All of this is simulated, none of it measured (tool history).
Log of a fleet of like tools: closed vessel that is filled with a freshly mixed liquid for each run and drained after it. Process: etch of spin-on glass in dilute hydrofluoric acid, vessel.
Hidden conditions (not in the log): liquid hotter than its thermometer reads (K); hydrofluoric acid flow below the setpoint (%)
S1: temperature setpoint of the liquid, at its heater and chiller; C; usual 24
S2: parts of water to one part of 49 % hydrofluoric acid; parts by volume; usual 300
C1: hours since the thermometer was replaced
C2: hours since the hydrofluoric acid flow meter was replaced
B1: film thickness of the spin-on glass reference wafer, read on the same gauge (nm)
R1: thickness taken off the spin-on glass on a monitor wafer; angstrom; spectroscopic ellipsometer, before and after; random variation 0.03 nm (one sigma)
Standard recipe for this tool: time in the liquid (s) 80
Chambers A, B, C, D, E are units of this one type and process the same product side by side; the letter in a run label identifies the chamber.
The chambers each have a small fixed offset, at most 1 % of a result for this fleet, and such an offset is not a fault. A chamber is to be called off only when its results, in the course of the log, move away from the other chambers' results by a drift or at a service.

Run 1E, hour 11: usual settings; C1 18.3; C2 654.9; B1 49.995. Result: R1 93.295 angstrom.
Run 2B, hour 21.3: usual settings; C1 130.8; C2 244.9; B1 49.993. Result: R1 93.071 angstrom.
Run 3A, hour 34.6: usual settings; C1 2640.5; C2 566.5; B1 50.021. Result: R1 93.917 angstrom.
Run 4D, hour 47.4: usual settings; C1 325.6; C2 361.3; B1 49.962. Result: R1 93.347 angstrom.
Run 5C, hour 58.2: usual settings; C1 2004.4; C2 93.8; B1 50.031. Result: R1 94.361 angstrom.
Run 6A, hour 69.8: usual settings; C1 2675.7; C2 601.7; B1 49.986. Result: R1 93.832 angstrom.
Run 7C, hour 76: usual settings but S1 28 C; C1 2022.2; C2 111.6; B1 49.994. Result: R1 108.18 angstrom.
Run 8B, hour 82.6: usual settings but S1 28 C; C1 192.1; C2 306.2; B1 49.991. Result: R1 107.03 angstrom.
Run 9D, hour 93.3: usual settings but S1 28 C; C1 371.5; C2 407.2; B1 49.997. Result: R1 107.31 angstrom.
Run 10E, hour 99.9: usual settings but S1 28 C; C1 107.2; C2 743.8; B1 50.006. Result: R1 107.55 angstrom.
Run 11C, hour 107.1: usual settings but S1 28 C; C1 2053.3; C2 142.7; B1 50.032. Result: R1 107.13 angstrom.
Run 12E, hour 114.1: usual settings; C1 121.4; C2 758; B1 49.961. Result: R1 93.35 angstrom.
Run 13B, hour 123.6: usual settings; C1 233.1; C2 347.2; B1 50.011. Result: R1 92.937 angstrom.
Run 14A, hour 130.4: usual settings; C1 2736.3; C2 662.3; B1 49.999. Result: R1 94.035 angstrom.
Run 15D, hour 143.7: usual settings; C1 421.9; C2 457.6; B1 50.013. Result: R1 93.614 angstrom.
Run 16E, hour 155.6: usual settings; C1 162.9; C2 799.5; B1 50.041. Result: R1 94.31 angstrom.
Run 17B, hour 167.1: usual settings; C1 276.6; C2 390.7; B1 50.03. Result: R1 92.297 angstrom.
Run 18D, hour 178.1: usual settings; C1 456.3; C2 492; B1 49.98. Result: R1 93.217 angstrom.
At hour 178.5: chamber A: thermometer replaced.
Run 19A, hour 184.2: usual settings; C1 5.7; C2 716.1; B1 49.969. Result: R1 93.818 angstrom.
Run 20C, hour 190.9: usual settings but S2 185 parts by volume, time in the liquid (s) 50; C1 2137.1; C2 226.5; B1 50.019. Result: R1 107.47 angstrom.
Run 21C, hour 202.9: usual settings but S2 185 parts by volume, time in the liquid (s) 50; C1 2149.1; C2 238.5; B1 50.035. Result: R1 108.16 angstrom.
Run 22D, hour 213.6: usual settings but S2 185 parts by volume, time in the liquid (s) 50; C1 491.8; C2 527.5; B1 50. Result: R1 106.05 angstrom.
Run 23A, hour 222.8: usual settings but S2 185 parts by volume, time in the liquid (s) 50; C1 44.3; C2 754.7; B1 49.988. Result: R1 106.24 angstrom.
Run 24E, hour 230.4: usual settings but S2 185 parts by volume, time in the liquid (s) 50; C1 237.7; C2 874.3; B1 50.05. Result: R1 108.53 angstrom.
At hour 235.1: chamber A: hydrofluoric acid flow meter replaced.
Run 25B, hour 239.4: usual settings; C1 348.9; C2 463; B1 50.01. Result: R1 91.709 angstrom.
Run 26C, hour 248.9: usual settings; C1 2195.1; C2 284.5; B1 50.024. Result: R1 94.221 angstrom.
Run 27E, hour 255.9: usual settings; C1 263.2; C2 899.8; B1 49.97. Result: R1 93.737 angstrom.
Run 28B, hour 262.5: usual settings but time in the liquid (s) 105; C1 372; C2 486.1; B1 50.035. Result: R1 119.74 angstrom.
Run 29D, hour 275.5: usual settings but time in the liquid (s) 105; C1 553.7; C2 589.4; B1 49.961. Result: R1 122.11 angstrom.
Run 30A, hour 288.6: usual settings but time in the liquid (s) 105; C1 110.1; C2 53.6; B1 50.007. Result: R1 122.84 angstrom.
Run 31D, hour 299.9: usual settings but time in the liquid (s) 105; C1 578.1; C2 613.8; B1 50.013. Result: R1 122.16 angstrom.
Run 32B, hour 310.5: usual settings but time in the liquid (s) 105; C1 420; C2 534.1; B1 50.005. Result: R1 119.24 angstrom.
Run 33C, hour 318.8: usual settings; C1 2265; C2 354.4; B1 50.022. Result: R1 93.708 angstrom.
Run 34E, hour 328: usual settings; C1 335.3; C2 971.9; B1 49.994. Result: R1 93.697 angstrom.
Run 35A, hour 341.3: usual settings; C1 162.8; C2 106.3; B1 49.998. Result: R1 93.17 angstrom.
Run 36A, hour 349.2: usual settings; C1 170.7; C2 114.2; B1 49.982. Result: R1 93.472 angstrom.
Run 37C, hour 362.5: usual settings; C1 2308.7; C2 398.1; B1 49.985. Result: R1 93.951 angstrom.

Is one chamber out of step, is the gauge drifting, or do the chambers differ by no more than their own small offsets? For an off chamber, give its letter and the likeliest cause.

It is chamber B that slowly wanders off from its peers.
Cause: hydrofluoric acid flow below the setpoint (%) = 2.92.
The log may not tell that from: liquid colder than its thermometer reads (K).

Which of the 4 candidates below, each the usual settings with something changed and its results left as question marks, puts chamber B back in line with what the other chambers give on the usual settings?
Allowed miss from the other chambers' usual-settings mean, per result, to count as in line: R1 1.1 angstrom
Run 38B-1, hour 372.3: usual settings but S1 24.5 C. Result: R1 ?.
Run 38B-2, hour 372.3: usual settings but S1 23.5 C. Result: R1 ?.
Run 38B-3, hour 372.3: usual settings but S2 290 parts by volume. Result: R1 ?.
Run 38B-4, hour 372.3: usual settings but S2 310 parts by volume. Result: R1 ?.

Usual-settings mean across the other chambers: R1 93.563 angstrom
  run      R1
38B-1   91.76
38B-2  88.677
38B-3  94.177
38B-4  86.478
The right change is 38B-3: it brings the chamber back within the allowed miss of the others.
